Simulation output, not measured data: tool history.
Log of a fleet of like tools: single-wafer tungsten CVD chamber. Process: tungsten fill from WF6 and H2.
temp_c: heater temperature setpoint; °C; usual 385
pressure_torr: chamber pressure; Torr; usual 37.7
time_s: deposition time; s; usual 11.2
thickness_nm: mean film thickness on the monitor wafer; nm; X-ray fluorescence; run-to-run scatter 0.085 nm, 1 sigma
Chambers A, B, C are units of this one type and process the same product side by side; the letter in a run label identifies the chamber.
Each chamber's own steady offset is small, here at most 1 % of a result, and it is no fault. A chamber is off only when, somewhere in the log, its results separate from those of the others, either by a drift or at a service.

run   hour  temp_c  pressure_torr  time_s  hours since the last thermocouple change  hours since the last manometer calibration  read-back reference wafer on the same gauge, thickness_nm  thickness_nm
 1A    7.2     385           37.7    11.2                                     142.9                                      1243.9                                                     23.313        27.277
 2B   17.3     385           37.7    11.2                                    1481.8                                       748.8                                                     23.291        27.492
 3C   25.2     385           37.7    11.2                                     641.9                                      1297.4                                                     23.289        27.180
 4A   33.0     385           37.7    11.2                                     168.7                                      1269.7                                                     23.308        27.176
 5B   44.5     385           37.7    11.2                                    1509.0                                       776.0                                                     23.294        27.365
 6C   53.5     385           37.7    11.2                                     670.2                                      1325.7                                                     23.292        27.026
      55.8  -- chamber A: capacitance manometer re-zeroed and calibrated
 7B   63.3     385           37.7    11.2                                    1527.8                                       794.8                                                     23.312        27.398
 8C   75.7     385           37.7    11.2                                     692.4                                      1347.9                                                     23.299        27.224
 9A   87.0     385           37.7    11.2                                     222.7                                        31.2                                                     23.304        27.263
10C   94.6     385           37.7    11.2                                     711.3                                      1366.8                                                     23.297        26.975
11A  106.3     385           37.7    11.2                                     242.0                                        50.5                                                     23.294        27.241
12B  118.6     385           37.7    11.2                                    1583.1                                       850.1                                                     23.295        27.427
13A  126.7     385           44.1    11.2                                     262.4                                        70.9                                                     23.310        29.442
14C  132.9     385           44.1    11.2                                     749.6                                      1405.1                                                     23.290        28.747
15B  139.3     385           44.1    11.2                                    1603.8                                       870.8                                                     23.323        29.514
16C  148.0     385           37.7    11.2                                     764.7                                      1420.2                                                     23.268        26.920
17A  159.0     385           37.7    11.2                                     294.7                                       103.2                                                     23.278        27.149
18B  165.9     380           37.7    11.2                                    1630.4                                       897.4                                                     23.299        24.612
19B  175.9     380           37.7    11.2                                    1640.4                                       907.4                                                     23.295        24.702
20A  186.2     380           37.7    11.2                                     321.9                                       130.4                                                     23.307        24.561
21C  191.9     385           37.7    11.2                                     808.6                                      1464.1                                                     23.300        27.015
22B  202.3     385           37.7    11.2                                    1666.8                                       933.8                                                     23.285        27.325
23C  209.3     385           37.7    11.2                                     826.0                                      1481.5                                                     23.288        26.711
24A  217.0     385           37.7    11.2                                     352.7                                       161.2                                                     23.308        27.264
25A  226.6     385           37.7    11.2                                     362.3                                       170.8                                                     23.319        27.227
26C  238.2     385           37.7    11.2                                     854.9                                      1510.4                                                     23.296        26.752
27B  248.1     385           37.7    11.2                                    1712.6                                       979.6                                                     23.287        27.546
28C  254.5     385           37.7    11.2                                     871.2                                      1526.7                                                     23.302        26.731
29A  265.3     385           37.7    11.2                                     401.0                                       209.5                                                     23.299        27.207
30B  274.9     385           37.7    11.2                                    1739.4                                      1006.4                                                     23.289        27.406
31C  284.1     385           37.7    11.2                                     900.8                                      1556.3                                                     23.307        26.537
32A  295.3     385           37.7    11.2                                     431.0                                       239.5                                                     23.278        27.320
33B  305.5     385           37.7    11.2                                    1770.0                                      1037.0                                                     23.302        27.304
34B  316.4     385           37.7    11.2                                    1780.9                                      1047.9                                                     23.289        27.276
35C  326.6     385           37.7    11.2                                     943.3                                      1598.8                                                     23.279        26.536
36A  332.3     385           37.7    11.2                                     468.0                                       276.5                                                     23.303        27.120
37B  344.3     385           37.7    11.2                                    1808.8                                      1075.8                                                     23.291        27.242
38A  350.5     385           37.7    11.2                                     486.2                                       294.7                                                     23.322        27.253
39C  359.2     385           34.1    11.2                                     975.9                                      1631.4                                                     23.290        25.190

All chambers now run identical settings, listed one chamber a line with results as question marks. What results will each chamber show?
40A  368.0     385           34.3    11.2                                                                                                                                                              ?
40B  368.0     385           34.3    11.2                                                                                                                                                              ?
40C  368.0     385           34.3    11.2                                                                                                                                                              ?

run  thickness_nm
40A        26.165
40B        26.266
40C        25.387
